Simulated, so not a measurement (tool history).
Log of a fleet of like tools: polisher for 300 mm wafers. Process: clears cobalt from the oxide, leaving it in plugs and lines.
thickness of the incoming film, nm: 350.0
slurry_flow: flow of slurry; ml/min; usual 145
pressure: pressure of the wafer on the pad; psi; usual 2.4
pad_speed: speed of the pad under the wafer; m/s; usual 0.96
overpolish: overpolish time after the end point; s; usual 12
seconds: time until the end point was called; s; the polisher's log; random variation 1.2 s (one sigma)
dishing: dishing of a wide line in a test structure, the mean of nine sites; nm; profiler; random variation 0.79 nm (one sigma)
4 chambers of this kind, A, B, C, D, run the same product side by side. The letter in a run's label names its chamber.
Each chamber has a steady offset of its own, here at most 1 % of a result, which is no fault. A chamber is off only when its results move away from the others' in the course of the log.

| run | hour | slurry_flow | pressure | pad_speed | overpolish | seconds | dishing |
|---|---|---|---|---|---|---|---|
| 1C | 13.4 | 145 | 2.4 | 0.96 | 12 | 64.097 | 37.603 |
|  | 24.4 | chamber C: worn pad replaced by a new one |
| 2A | 25.1 | 145 | 2.4 | 0.96 | 12 | 66.414 | 36.506 |
|  | 31.6 | chamber B: worn pad replaced by a new one |
| 3D | 32.8 | 145 | 2.4 | 0.96 | 12 | 64.639 | 37.838 |
|  | 41.2 | chamber B: slurry nozzle cleaned |
| 4B | 43 | 145 | 2.4 | 0.96 | 12 | 64.885 | 37.366 |
| 5C | 50.9 | 145 | 2.4 | 0.96 | 12 | 64.553 | 37.066 |
| 6B | 59.5 | 185 | 2.4 | 0.96 | 12 | 61.399 | 39.614 |
| 7A | 67.4 | 185 | 2.4 | 0.96 | 12 | 63.762 | 39.98 |
| 8D | 74.7 | 185 | 2.4 | 0.96 | 12 | 60.187 | 36.476 |
| 9B | 86.3 | 185 | 2.4 | 0.96 | 12 | 63.183 | 37.442 |
| 10D | 94.2 | 145 | 2.4 | 0.96 | 12 | 64.102 | 37.509 |
|  | 96.1 | chamber C: worn pad replaced by a new one |
| 11C | 104.4 | 145 | 2.4 | 0.96 | 12 | 65.286 | 38.122 |
| 12A | 117.7 | 145 | 2.4 | 0.96 | 12 | 62.568 | 37.086 |
| 13C | 126.1 | 145 | 2.4 | 0.96 | 12 | 62.971 | 38.468 |
|  | 127.4 | chamber B: worn pad replaced by a new one |
|  | 131.7 | chamber C: slurry nozzle cleaned |
| 14D | 134.5 | 145 | 2.4 | 0.96 | 12 | 66.075 | 36.818 |
|  | 141.6 | chamber A: worn pad replaced by a new one |
| 15B | 149.6 | 145 | 2.4 | 0.96 | 12 | 64.861 | 37.419 |
|  | 158.4 | chamber C: worn pad replaced by a new one |
| 16A | 160.5 | 145 | 2.4 | 0.96 | 12 | 67.152 | 37.836 |
|  | 163.6 | chamber D: slurry nozzle cleaned |
| 17A | 168.6 | 145 | 2.4 | 0.96 | 12 | 65.017 | 37.175 |
| 18C | 176.9 | 105 | 2.4 | 0.68 | 12 | 96.239 | 30.583 |
|  | 183.1 | chamber C: head pressure recalibrated |
| 19B | 185.3 | 105 | 2.4 | 0.68 | 12 | 96.841 | 27.887 |
| 20D | 197.3 | 105 | 2.4 | 0.68 | 12 | 103.19 | 28.616 |
| 21C | 211.7 | 105 | 2.4 | 0.68 | 12 | 99.622 | 29.003 |
|  | 216.7 | chamber B: worn pad replaced by a new one |
| 22D | 224.9 | 145 | 2.4 | 0.96 | 12 | 70.491 | 36.096 |
| 23A | 233.1 | 145 | 2.4 | 0.96 | 12 | 66.972 | 37.156 |
| 24B | 241.2 | 145 | 2.4 | 0.96 | 12 | 65.853 | 36.66 |
| 25D | 256.2 | 145 | 2.4 | 0.96 | 12 | 74.007 | 35.506 |
| 26A | 264.2 | 145 | 2.4 | 0.96 | 12 | 65.264 | 36.954 |

All 4 chambers run these settings next. Forecast each chamber's results:
| 27A | 275.3 | 145 | 2.4 | 0.96 | 12 | ? | ? |
| 27B | 275.3 | 145 | 2.4 | 0.96 | 12 | ? | ? |
| 27C | 275.3 | 145 | 2.4 | 0.96 | 12 | ? | ? |
| 27D | 275.3 | 145 | 2.4 | 0.96 | 12 | ? | ? |

| run | seconds | dishing |
|---|---|---|
| 27A | 67.84 | 36.322 |
| 27B | 66.887 | 38.601 |
| 27C | 63.767 | 38.232 |
| 27D | 74.469 | 35.16 |
